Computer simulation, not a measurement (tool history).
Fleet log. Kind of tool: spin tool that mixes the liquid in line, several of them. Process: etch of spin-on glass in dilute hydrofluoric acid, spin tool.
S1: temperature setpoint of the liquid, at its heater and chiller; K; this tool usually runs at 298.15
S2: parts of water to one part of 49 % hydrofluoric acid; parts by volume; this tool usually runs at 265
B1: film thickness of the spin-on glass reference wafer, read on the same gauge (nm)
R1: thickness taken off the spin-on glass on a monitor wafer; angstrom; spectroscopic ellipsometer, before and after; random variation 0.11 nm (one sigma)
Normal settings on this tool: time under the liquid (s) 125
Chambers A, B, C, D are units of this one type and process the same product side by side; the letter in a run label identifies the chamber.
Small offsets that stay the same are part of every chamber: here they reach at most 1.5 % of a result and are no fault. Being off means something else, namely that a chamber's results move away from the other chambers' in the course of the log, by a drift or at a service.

{"run": "1C", "hour": 8.2, "S1": 298.15, "S2": 265, "time under the liquid (s)": 125, "B1": 110, "R1": 157.5}
{"run": "2D", "hour": 14.0, "S1": 298.15, "S2": 265, "time under the liquid (s)": 125, "B1": 110.03, "R1": 158.07}
{"run": "3A", "hour": 21.8, "S1": 298.15, "S2": 265, "time under the liquid (s)": 125, "B1": 110.02, "R1": 156.42}
{"run": "4B", "hour": 33.6, "S1": 298.15, "S2": 265, "time under the liquid (s)": 125, "B1": 110, "R1": 157.16}
{"run": "5B", "hour": 39.5, "S1": 298.15, "S2": 265, "time under the liquid (s)": 125, "B1": 109.99, "R1": 156.71}
{"run": "6C", "hour": 48.1, "S1": 298.15, "S2": 265, "time under the liquid (s)": 125, "B1": 109.98, "R1": 155.93}
{"run": "7D", "hour": 59.4, "S1": 298.15, "S2": 265, "time under the liquid (s)": 125, "B1": 110.01, "R1": 157.83}
{"run": "8A", "hour": 70.8, "S1": 298.15, "S2": 265, "time under the liquid (s)": 125, "B1": 110, "R1": 156.31}
{"run": "9B", "hour": 78.9, "S1": 298.15, "S2": 265, "time under the liquid (s)": 125, "B1": 110.02, "R1": 158.74}
{"run": "10D", "hour": 86.7, "S1": 295.65, "S2": 265, "time under the liquid (s)": 65, "B1": 109.99, "R1": 74.898}
{"run": "11C", "hour": 95.2, "S1": 295.65, "S2": 265, "time under the liquid (s)": 65, "B1": 110.01, "R1": 73.742}
{"run": "12A", "hour": 102.6, "S1": 295.65, "S2": 265, "time under the liquid (s)": 65, "B1": 110.03, "R1": 74.067}
{"run": "13B", "hour": 109.0, "S1": 295.65, "S2": 265, "time under the liquid (s)": 65, "B1": 110.01, "R1": 74.455}
{"run": "14A", "hour": 117.4, "S1": 298.15, "S2": 265, "time under the liquid (s)": 125, "B1": 110.03, "R1": 155.54}
{"run": "15D", "hour": 126.9, "S1": 298.15, "S2": 265, "time under the liquid (s)": 125, "B1": 109.98, "R1": 158.24}
{"run": "16C", "hour": 137.9, "S1": 298.15, "S2": 265, "time under the liquid (s)": 125, "B1": 109.99, "R1": 155.94}
{"run": "17C", "hour": 146.4, "S1": 298.15, "S2": 265, "time under the liquid (s)": 125, "B1": 109.99, "R1": 157.28}
{"run": "18D", "hour": 153.6, "S1": 298.15, "S2": 265, "time under the liquid (s)": 125, "B1": 110, "R1": 158.4}
{"run": "19B", "hour": 162.5, "S1": 298.15, "S2": 265, "time under the liquid (s)": 170, "B1": 109.98, "R1": 210.82}
{"run": "20A", "hour": 171.0, "S1": 298.15, "S2": 265, "time under the liquid (s)": 170, "B1": 110.04, "R1": 211.63}
{"run": "21B", "hour": 176.8, "S1": 298.15, "S2": 265, "time under the liquid (s)": 170, "B1": 109.99, "R1": 208.25}
{"run": "22C", "hour": 188.8, "S1": 298.15, "S2": 265, "time under the liquid (s)": 170, "B1": 110, "R1": 211.48}
{"run": "23A", "hour": 200.1, "S1": 298.15, "S2": 265, "time under the liquid (s)": 125, "B1": 110, "R1": 158.23}
{"run": "24D", "hour": 211.1, "S1": 298.15, "S2": 265, "time under the liquid (s)": 125, "B1": 109.96, "R1": 160.14}
{"run": "25A", "hour": 218.8, "S1": 298.15, "S2": 265, "time under the liquid (s)": 125, "B1": 109.98, "R1": 159.05}
{"run": "26D", "hour": 227.8, "S1": 298.15, "S2": 265, "time under the liquid (s)": 125, "B1": 109.96, "R1": 158.35}
{"run": "27B", "hour": 239.1, "S1": 298.15, "S2": 265, "time under the liquid (s)": 125, "B1": 109.99, "R1": 146.85}
{"run": "28C", "hour": 245.7, "S1": 298.15, "S2": 265, "time under the liquid (s)": 125, "B1": 109.97, "R1": 156.25}
{"run": "29B", "hour": 257.4, "S1": 298.15, "S2": 265, "time under the liquid (s)": 125, "B1": 110.04, "R1": 146.53}
{"run": "30D", "hour": 264.9, "S1": 298.15, "S2": 265, "time under the liquid (s)": 125, "B1": 110, "R1": 159.54}
{"run": "31A", "hour": 273.4, "S1": 298.15, "S2": 265, "time under the liquid (s)": 125, "B1": 109.98, "R1": 156.84}

All 4 chambers run these settings next. Forecast each chamber's results:
{"run": "32A", "hour": 282.4, "S1": 298.15, "S2": 265, "time under the liquid (s)": 125, "R1": "?"}
{"run": "32B", "hour": 282.4, "S1": 298.15, "S2": 265, "time under the liquid (s)": 125, "R1": "?"}
{"run": "32C", "hour": 282.4, "S1": 298.15, "S2": 265, "time under the liquid (s)": 125, "R1": "?"}
{"run": "32D", "hour": 282.4, "S1": 298.15, "S2": 265, "time under the liquid (s)": 125, "R1": "?"}

run=32A R1=156.27
run=32B R1=145.94
run=32C R1=156.82
run=32D R1=158.47
